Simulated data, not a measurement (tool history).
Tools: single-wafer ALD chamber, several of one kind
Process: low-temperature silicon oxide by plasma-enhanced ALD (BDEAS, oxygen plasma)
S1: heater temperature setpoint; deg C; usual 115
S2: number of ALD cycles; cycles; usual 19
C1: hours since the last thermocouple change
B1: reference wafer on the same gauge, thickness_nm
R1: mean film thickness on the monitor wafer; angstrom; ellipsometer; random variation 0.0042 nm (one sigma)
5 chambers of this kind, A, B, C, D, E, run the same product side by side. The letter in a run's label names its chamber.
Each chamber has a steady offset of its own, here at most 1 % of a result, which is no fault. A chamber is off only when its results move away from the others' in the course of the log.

{"run": "1A", "hour": 4.6, "S1": 115, "S2": 19, "C1": 2090.3, "B1": 2.4484, "R1": 26.148}
{"run": "2D", "hour": 6.7, "S1": 115, "S2": 19, "C1": 379.9, "B1": 2.4495, "R1": 26.268}
{"run": "3C", "hour": 10.5, "S1": 115, "S2": 19, "C1": 1882.2, "B1": 2.4487, "R1": 26.447}
{"run": "4E", "hour": 13.5, "S1": 115, "S2": 19, "C1": 121, "B1": 2.4492, "R1": 26.538}
{"run": "5B", "hour": 15.5, "S1": 115, "S2": 19, "C1": 1662.3, "B1": 2.4478, "R1": 26.304}
{"run": "6C", "hour": 18.2, "S1": 115, "S2": 19, "C1": 1889.9, "B1": 2.4461, "R1": 26.383}
{"run": "7B", "hour": 20.7, "S1": 115, "S2": 19, "C1": 1667.5, "B1": 2.4473, "R1": 26.3}
{"run": "8A", "hour": 24.4, "S1": 115, "S2": 19, "C1": 2110.1, "B1": 2.4466, "R1": 26.243}
{"run": "9E", "hour": 28.7, "S1": 115, "S2": 19, "C1": 136.2, "B1": 2.4444, "R1": 26.442}
{"run": "10D", "hour": 32.4, "S1": 115, "S2": 19, "C1": 405.6, "B1": 2.4451, "R1": 26.252}
{"run": "11C", "hour": 36.4, "S1": 115, "S2": 19, "C1": 1908.1, "B1": 2.4467, "R1": 26.341}
{"run": "12A", "hour": 39.5, "S1": 115, "S2": 19, "C1": 2125.2, "B1": 2.4446, "R1": 26.084}
{"run": "13D", "hour": 41.6, "S1": 115, "S2": 19, "C1": 414.8, "B1": 2.4442, "R1": 26.172}
{"run": "14E", "hour": 44.1, "S1": 115, "S2": 19, "C1": 151.6, "B1": 2.4441, "R1": 26.519}
{"run": "15B", "hour": 46.9, "S1": 115, "S2": 19, "C1": 1693.7, "B1": 2.4438, "R1": 26.299}
{"run": "16B", "hour": 50.3, "S1": 115, "S2": 19, "C1": 1697.1, "B1": 2.4431, "R1": 26.291}
{"run": "17E", "hour": 53.6, "S1": 115, "S2": 19, "C1": 161.1, "B1": 2.4432, "R1": 26.374}
{"run": "18A", "hour": 57.4, "S1": 126, "S2": 22, "C1": 2143.1, "B1": 2.4416, "R1": 29.567}
{"run": "19C", "hour": 60.7, "S1": 126, "S2": 22, "C1": 1932.4, "B1": 2.4414, "R1": 29.953}
{"run": "20D", "hour": 63.9, "S1": 126, "S2": 22, "C1": 437.1, "B1": 2.4422, "R1": 29.741}
{"run": "21D", "hour": 66.8, "S1": 126, "S2": 22, "C1": 440, "B1": 2.4419, "R1": 29.663}
{"run": "22A", "hour": 71.1, "S1": 126, "S2": 22, "C1": 2156.8, "B1": 2.4406, "R1": 29.723}
{"run": "23E", "hour": 74.2, "S1": 115, "S2": 19, "C1": 181.7, "B1": 2.44, "R1": 26.444}
{"run": "24C", "hour": 78.8, "S1": 122, "S2": 16, "C1": 1950.5, "B1": 2.4396, "R1": 21.899}
{"run": "25B", "hour": 81.7, "S1": 122, "S2": 16, "C1": 1728.5, "B1": 2.4391, "R1": 21.74}
{"run": "26C", "hour": 84.6, "S1": 122, "S2": 16, "C1": 1956.3, "B1": 2.4389, "R1": 21.932}
{"run": "27B", "hour": 86.6, "S1": 122, "S2": 16, "C1": 1733.4, "B1": 2.4379, "R1": 21.75}
{"run": "28A", "hour": 90.0, "S1": 122, "S2": 16, "C1": 2175.7, "B1": 2.4384, "R1": 21.756}
{"run": "29D", "hour": 93.8, "S1": 105, "S2": 17, "C1": 467, "B1": 2.4378, "R1": 23.845}
{"run": "30E", "hour": 97.6, "S1": 105, "S2": 17, "C1": 205.1, "B1": 2.4359, "R1": 24.037}
{"run": "31C", "hour": 99.9, "S1": 105, "S2": 17, "C1": 1971.6, "B1": 2.4373, "R1": 23.941}
{"run": "32A", "hour": 104.1, "S1": 105, "S2": 17, "C1": 2189.8, "B1": 2.4366, "R1": 23.796}
{"run": "33B", "hour": 108.3, "S1": 105, "S2": 17, "C1": 1755.1, "B1": 2.4352, "R1": 23.885}
{"run": "34D", "hour": 110.4, "S1": 127, "S2": 16, "C1": 483.6, "B1": 2.4352, "R1": 21.498}
{"run": "35E", "hour": 114.7, "S1": 127, "S2": 16, "C1": 222.2, "B1": 2.4341, "R1": 21.722}
{"run": "36D", "hour": 118.0, "S1": 127, "S2": 16, "C1": 491.2, "B1": 2.4328, "R1": 21.422}

Is one chamber off against the others, does the gauge drift, or is nothing wrong? If a chamber is off, say which, and what the likeliest cause is.

The gauge drifts, so all chambers seem to drift together. No chamber is off.
Cause: gauge reads low (%) = 0.661.
